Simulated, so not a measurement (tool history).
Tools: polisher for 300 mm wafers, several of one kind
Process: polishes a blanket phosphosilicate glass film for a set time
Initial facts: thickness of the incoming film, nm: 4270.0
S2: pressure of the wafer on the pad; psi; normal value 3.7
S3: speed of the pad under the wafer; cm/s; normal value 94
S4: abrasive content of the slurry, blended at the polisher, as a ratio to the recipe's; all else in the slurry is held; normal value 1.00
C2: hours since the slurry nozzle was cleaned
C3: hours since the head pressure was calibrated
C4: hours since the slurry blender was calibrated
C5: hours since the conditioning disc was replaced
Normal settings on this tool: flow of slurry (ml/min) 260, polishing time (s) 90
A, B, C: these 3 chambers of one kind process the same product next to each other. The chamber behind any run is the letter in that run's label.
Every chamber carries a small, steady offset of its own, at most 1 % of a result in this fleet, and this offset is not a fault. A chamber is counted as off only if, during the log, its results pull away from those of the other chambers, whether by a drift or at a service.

{"hour": 3.7, "done": "chamber A: worn pad replaced by a new one"}
{"run": "1C", "hour": 11.0, "flow of slurry (ml/min)": 260, "S2": 3.7, "S3": 94, "S4": 1.0, "polishing time (s)": 90, "wafers polished on this pad": 143, "C2": 156.4, "C3": 189.9, "C4": 96.9, "C5": 474.5, "film removed (angstrom)": 9442.3}
{"hour": 12.3, "done": "chamber A: conditioning disc replaced and pad reconditioned"}
{"run": "2B", "hour": 18.4, "flow of slurry (ml/min)": 260, "S2": 3.7, "S3": 94, "S4": 1.0, "polishing time (s)": 90, "wafers polished on this pad": 590, "C2": 408.4, "C3": 112.4, "C4": 148.5, "C5": 179.2, "film removed (angstrom)": 9589.6}
{"run": "3A", "hour": 26.5, "flow of slurry (ml/min)": 260, "S2": 3.7, "S3": 94, "S4": 1.0, "polishing time (s)": 90, "wafers polished on this pad": 278, "C2": 128.6, "C3": 40.3, "C4": 163.4, "C5": 14.2, "film removed (angstrom)": 9588.2}
{"run": "4C", "hour": 36.8, "flow of slurry (ml/min)": 260, "S2": 3.7, "S3": 94, "S4": 1.0, "polishing time (s)": 90, "wafers polished on this pad": 457, "C2": 182.2, "C3": 215.7, "C4": 122.7, "C5": 500.3, "film removed (angstrom)": 9773.7}
{"run": "5B", "hour": 42.9, "flow of slurry (ml/min)": 260, "S2": 3.7, "S3": 94, "S4": 1.0, "polishing time (s)": 90, "wafers polished on this pad": 888, "C2": 432.9, "C3": 136.9, "C4": 173.0, "C5": 203.7, "film removed (angstrom)": 9647.5}
{"run": "6A", "hour": 51.0, "flow of slurry (ml/min)": 260, "S2": 3.7, "S3": 94, "S4": 0.85, "polishing time (s)": 90, "wafers polished on this pad": 576, "C2": 153.1, "C3": 64.8, "C4": 187.9, "C5": 38.7, "film removed (angstrom)": 8911.2}
{"run": "7C", "hour": 61.8, "flow of slurry (ml/min)": 260, "S2": 3.7, "S3": 94, "S4": 0.85, "polishing time (s)": 90, "wafers polished on this pad": 761, "C2": 207.2, "C3": 240.7, "C4": 147.7, "C5": 525.3, "film removed (angstrom)": 8923.4}
{"run": "8B", "hour": 74.9, "flow of slurry (ml/min)": 260, "S2": 3.7, "S3": 94, "S4": 0.85, "polishing time (s)": 90, "wafers polished on this pad": 1278, "C2": 464.9, "C3": 168.9, "C4": 205.0, "C5": 235.7, "film removed (angstrom)": 8893.3}
{"hour": 79.0, "done": "chamber B: worn pad replaced by a new one"}
{"run": "9A", "hour": 81.4, "flow of slurry (ml/min)": 260, "S2": 3.7, "S3": 94, "S4": 1.0, "polishing time (s)": 90, "wafers polished on this pad": 946, "C2": 183.5, "C3": 95.2, "C4": 218.3, "C5": 69.1, "film removed (angstrom)": 9631.6}
{"hour": 88.0, "done": "chamber A: worn pad replaced by a new one"}
{"run": "10B", "hour": 89.8, "flow of slurry (ml/min)": 260, "S2": 3.7, "S3": 94, "S4": 1.0, "polishing time (s)": 90, "wafers polished on this pad": 132, "C2": 479.8, "C3": 183.8, "C4": 219.9, "C5": 250.6, "film removed (angstrom)": 9853.5}
{"run": "11A", "hour": 103.2, "flow of slurry (ml/min)": 260, "S2": 3.7, "S3": 94, "S4": 1.0, "polishing time (s)": 90, "wafers polished on this pad": 186, "C2": 205.3, "C3": 117.0, "C4": 240.1, "C5": 90.9, "film removed (angstrom)": 9851.7}
{"hour": 108.1, "done": "chamber C: worn pad replaced by a new one"}
{"run": "12C", "hour": 114.3, "flow of slurry (ml/min)": 260, "S2": 3.7, "S3": 94, "S4": 1.0, "polishing time (s)": 90, "wafers polished on this pad": 76, "C2": 259.7, "C3": 293.2, "C4": 200.2, "C5": 577.8, "film removed (angstrom)": 9499.0}
{"run": "13A", "hour": 122.2, "flow of slurry (ml/min)": 305, "S2": 2.8, "S3": 94, "S4": 1.0, "polishing time (s)": 90, "wafers polished on this pad": 417, "C2": 224.3, "C3": 136.0, "C4": 259.1, "C5": 109.9, "film removed (angstrom)": 7358.6}
{"hour": 127.8, "done": "chamber A: slurry nozzle cleaned"}
{"run": "14B", "hour": 132.4, "flow of slurry (ml/min)": 305, "S2": 2.8, "S3": 94, "S4": 1.0, "polishing time (s)": 90, "wafers polished on this pad": 651, "C2": 522.4, "C3": 226.4, "C4": 262.5, "C5": 293.2, "film removed (angstrom)": 7300.7}
{"hour": 139.4, "done": "chamber C: conditioning disc replaced and pad reconditioned"}
{"run": "15C", "hour": 141.1, "flow of slurry (ml/min)": 305, "S2": 2.8, "S3": 94, "S4": 1.0, "polishing time (s)": 90, "wafers polished on this pad": 402, "C2": 286.5, "C3": 320.0, "C4": 227.0, "C5": 1.8, "film removed (angstrom)": 7272.5}
{"run": "16C", "hour": 149.1, "flow of slurry (ml/min)": 260, "S2": 3.7, "S3": 94, "S4": 1.0, "polishing time (s)": 90, "wafers polished on this pad": 500, "C2": 294.5, "C3": 328.0, "C4": 235.0, "C5": 9.8, "film removed (angstrom)": 9588.7}
{"hour": 153.6, "done": "chamber A: slurry blender recalibrated"}
{"run": "17A", "hour": 159.6, "flow of slurry (ml/min)": 260, "S2": 3.7, "S3": 94, "S4": 1.0, "polishing time (s)": 90, "wafers polished on this pad": 873, "C2": 31.8, "C3": 173.4, "C4": 6.0, "C5": 147.3, "film removed (angstrom)": 9506.2}
{"hour": 161.4, "done": "chamber A: conditioning disc replaced and pad reconditioned"}
{"hour": 164.9, "done": "chamber A: worn pad replaced by a new one"}
{"run": "18B", "hour": 166.9, "flow of slurry (ml/min)": 260, "S2": 3.7, "S3": 94, "S4": 1.0, "polishing time (s)": 90, "wafers polished on this pad": 1071, "C2": 556.9, "C3": 260.9, "C4": 297.0, "C5": 327.7, "film removed (angstrom)": 9720.1}
{"run": "19B", "hour": 178.0, "flow of slurry (ml/min)": 260, "S2": 3.7, "S3": 94, "S4": 1.0, "polishing time (s)": 90, "wafers polished on this pad": 1206, "C2": 568.0, "C3": 272.0, "C4": 308.1, "C5": 338.8, "film removed (angstrom)": 9763.9}
{"run": "20C", "hour": 188.5, "flow of slurry (ml/min)": 260, "S2": 3.7, "S3": 94, "S4": 1.0, "polishing time (s)": 90, "wafers polished on this pad": 979, "C2": 333.9, "C3": 367.4, "C4": 274.4, "C5": 49.2, "film removed (angstrom)": 9629.4}
{"run": "21A", "hour": 199.0, "flow of slurry (ml/min)": 260, "S2": 3.7, "S3": 94, "S4": 1.0, "polishing time (s)": 90, "wafers polished on this pad": 416, "C2": 71.2, "C3": 212.8, "C4": 45.4, "C5": 37.6, "film removed (angstrom)": 9746.1}
{"run": "22B", "hour": 205.9, "flow of slurry (ml/min)": 260, "S2": 3.7, "S3": 94, "S4": 1.0, "polishing time (s)": 90, "wafers polished on this pad": 1546, "C2": 595.9, "C3": 299.9, "C4": 336.0, "C5": 366.7, "film removed (angstrom)": 9676.8}
{"run": "23A", "hour": 213.7, "flow of slurry (ml/min)": 260, "S2": 3.7, "S3": 94, "S4": 1.0, "polishing time (s)": 90, "wafers polished on this pad": 595, "C2": 85.9, "C3": 227.5, "C4": 60.1, "C5": 52.3, "film removed (angstrom)": 9602.7}
{"hour": 215.0, "done": "chamber C: worn pad replaced by a new one"}
{"hour": 220.0, "done": "chamber B: worn pad replaced by a new one"}
{"run": "24C", "hour": 223.6, "flow of slurry (ml/min)": 260, "S2": 3.7, "S3": 94, "S4": 1.0, "polishing time (s)": 90, "wafers polished on this pad": 105, "C2": 369.0, "C3": 402.5, "C4": 309.5, "C5": 84.3, "film removed (angstrom)": 9458.0}
{"hour": 230.2, "done": "chamber B: head pressure recalibrated"}
{"run": "25B", "hour": 233.9, "flow of slurry (ml/min)": 260, "S2": 3.7, "S3": 94, "S4": 1.0, "polishing time (s)": 90, "wafers polished on this pad": 169, "C2": 623.9, "C3": 3.8, "C4": 364.0, "C5": 394.7, "film removed (angstrom)": 9700.4}
{"hour": 239.5, "done": "chamber A: worn pad replaced by a new one"}
{"hour": 243.1, "done": "chamber B: slurry nozzle cleaned"}
{"run": "26A", "hour": 245.7, "flow of slurry (ml/min)": 260, "S2": 3.7, "S3": 94, "S4": 1.0, "polishing time (s)": 90, "wafers polished on this pad": 76, "C2": 117.9, "C3": 259.5, "C4": 92.1, "C5": 84.3, "film removed (angstrom)": 9551.8}
{"run": "27C", "hour": 251.8, "flow of slurry (ml/min)": 260, "S2": 3.7, "S3": 94, "S4": 1.0, "polishing time (s)": 90, "wafers polished on this pad": 448, "C2": 397.2, "C3": 430.7, "C4": 337.7, "C5": 112.5, "film removed (angstrom)": 9655.1}
{"run": "28A", "hour": 258.0, "flow of slurry (ml/min)": 260, "S2": 3.7, "S3": 94, "S4": 1.0, "polishing time (s)": 90, "wafers polished on this pad": 226, "C2": 130.2, "C3": 271.8, "C4": 104.4, "C5": 96.6, "film removed (angstrom)": 9811.9}
{"hour": 264.6, "done": "chamber A: head pressure recalibrated"}
{"run": "29C", "hour": 268.1, "flow of slurry (ml/min)": 260, "S2": 3.7, "S3": 94, "S4": 1.0, "polishing time (s)": 90, "wafers polished on this pad": 647, "C2": 413.5, "C3": 447.0, "C4": 354.0, "C5": 128.8, "film removed (angstrom)": 9532.7}
{"run": "30B", "hour": 279.8, "flow of slurry (ml/min)": 260, "S2": 3.7, "S3": 94, "S4": 1.0, "polishing time (s)": 90, "wafers polished on this pad": 728, "C2": 36.7, "C3": 49.7, "C4": 409.9, "C5": 440.6, "film removed (angstrom)": 9817.0}
{"run": "31C", "hour": 289.4, "flow of slurry (ml/min)": 260, "S2": 3.7, "S3": 94, "S4": 1.0, "polishing time (s)": 90, "wafers polished on this pad": 906, "C2": 434.8, "C3": 468.3, "C4": 375.3, "C5": 150.1, "film removed (angstrom)": 9731.0}
{"run": "32A", "hour": 296.6, "flow of slurry (ml/min)": 260, "S2": 3.7, "S3": 94, "S4": 1.0, "polishing time (s)": 90, "wafers polished on this pad": 696, "C2": 168.8, "C3": 32.1, "C4": 143.0, "C5": 135.2, "film removed (angstrom)": 9572.9}
{"hour": 297.5, "done": "chamber B: slurry blender recalibrated"}
{"run": "33B", "hour": 303.0, "flow of slurry (ml/min)": 260, "S2": 3.7, "S3": 94, "S4": 1.0, "polishing time (s)": 90, "wafers polished on this pad": 1011, "C2": 59.9, "C3": 72.9, "C4": 5.6, "C5": 463.8, "film removed (angstrom)": 9646.1}
{"hour": 307.6, "done": "chamber C: worn pad replaced by a new one"}
{"run": "34A", "hour": 312.7, "flow of slurry (ml/min)": 260, "S2": 3.7, "S3": 94, "S4": 1.0, "polishing time (s)": 90, "wafers polished on this pad": 892, "C2": 184.9, "C3": 48.2, "C4": 159.1, "C5": 151.3, "film removed (angstrom)": 9511.1}
{"hour": 320.2, "done": "chamber A: conditioning disc replaced and pad reconditioned"}
{"hour": 320.9, "done": "chamber B: conditioning disc replaced and pad reconditioned"}
{"hour": 324.0, "done": "chamber A: worn pad replaced by a new one"}
{"run": "35C", "hour": 324.6, "flow of slurry (ml/min)": 260, "S2": 3.7, "S3": 94, "S4": 1.0, "polishing time (s)": 90, "wafers polished on this pad": 207, "C2": 470.0, "C3": 503.5, "C4": 410.5, "C5": 185.3, "film removed (angstrom)": 9476.0}
{"run": "36B", "hour": 333.1, "flow of slurry (ml/min)": 330, "S2": 3.7, "S3": 94, "S4": 1.0, "polishing time (s)": 102, "wafers polished on this pad": 1377, "C2": 90.0, "C3": 103.0, "C4": 35.7, "C5": 12.2, "film removed (angstrom)": 11153.0}
{"hour": 334.8, "done": "chamber C: slurry blender recalibrated"}
{"run": "37B", "hour": 345.9, "flow of slurry (ml/min)": 330, "S2": 3.7, "S3": 94, "S4": 1.0, "polishing time (s)": 102, "wafers polished on this pad": 1533, "C2": 102.8, "C3": 115.8, "C4": 48.5, "C5": 25.0, "film removed (angstrom)": 11409.0}
{"run": "38A", "hour": 351.7, "flow of slurry (ml/min)": 330, "S2": 3.7, "S3": 94, "S4": 1.0, "polishing time (s)": 102, "wafers polished on this pad": 337, "C2": 223.9, "C3": 87.2, "C4": 198.1, "C5": 31.5, "film removed (angstrom)": 11001.0}
{"hour": 360.6, "done": "chamber B: worn pad replaced by a new one"}
{"run": "39C", "hour": 363.1, "flow of slurry (ml/min)": 260, "S2": 3.7, "S3": 94, "S4": 1.0, "polishing time (s)": 90, "wafers polished on this pad": 676, "C2": 508.5, "C3": 542.0, "C4": 28.4, "C5": 223.8, "film removed (angstrom)": 9640.5}
{"run": "40B", "hour": 376.4, "flow of slurry (ml/min)": 260, "S2": 3.7, "S3": 94, "S4": 1.0, "polishing time (s)": 90, "wafers polished on this pad": 192, "C2": 133.3, "C3": 146.3, "C4": 79.0, "C5": 55.5, "film removed (angstrom)": 9549.8}
{"run": "41C", "hour": 382.6, "flow of slurry (ml/min)": 260, "S2": 3.7, "S3": 94, "S4": 1.0, "polishing time (s)": 90, "wafers polished on this pad": 913, "C2": 528.0, "C3": 561.5, "C4": 47.9, "C5": 243.3, "film removed (angstrom)": 9945.9}
{"run": "42A", "hour": 393.5, "flow of slurry (ml/min)": 260, "S2": 3.7, "S3": 94, "S4": 1.0, "polishing time (s)": 90, "wafers polished on this pad": 846, "C2": 265.7, "C3": 129.0, "C4": 239.9, "C5": 73.3, "film removed (angstrom)": 9538.7}

Decide between three cases: one chamber stands off from its peers, the gauge reading all wafers drifts, or nothing is wrong past each chamber's small offset. Where a chamber is off, say which and what most likely put it there.

All chambers stay in line apart from their small fixed offsets, and the gauge does not drift.
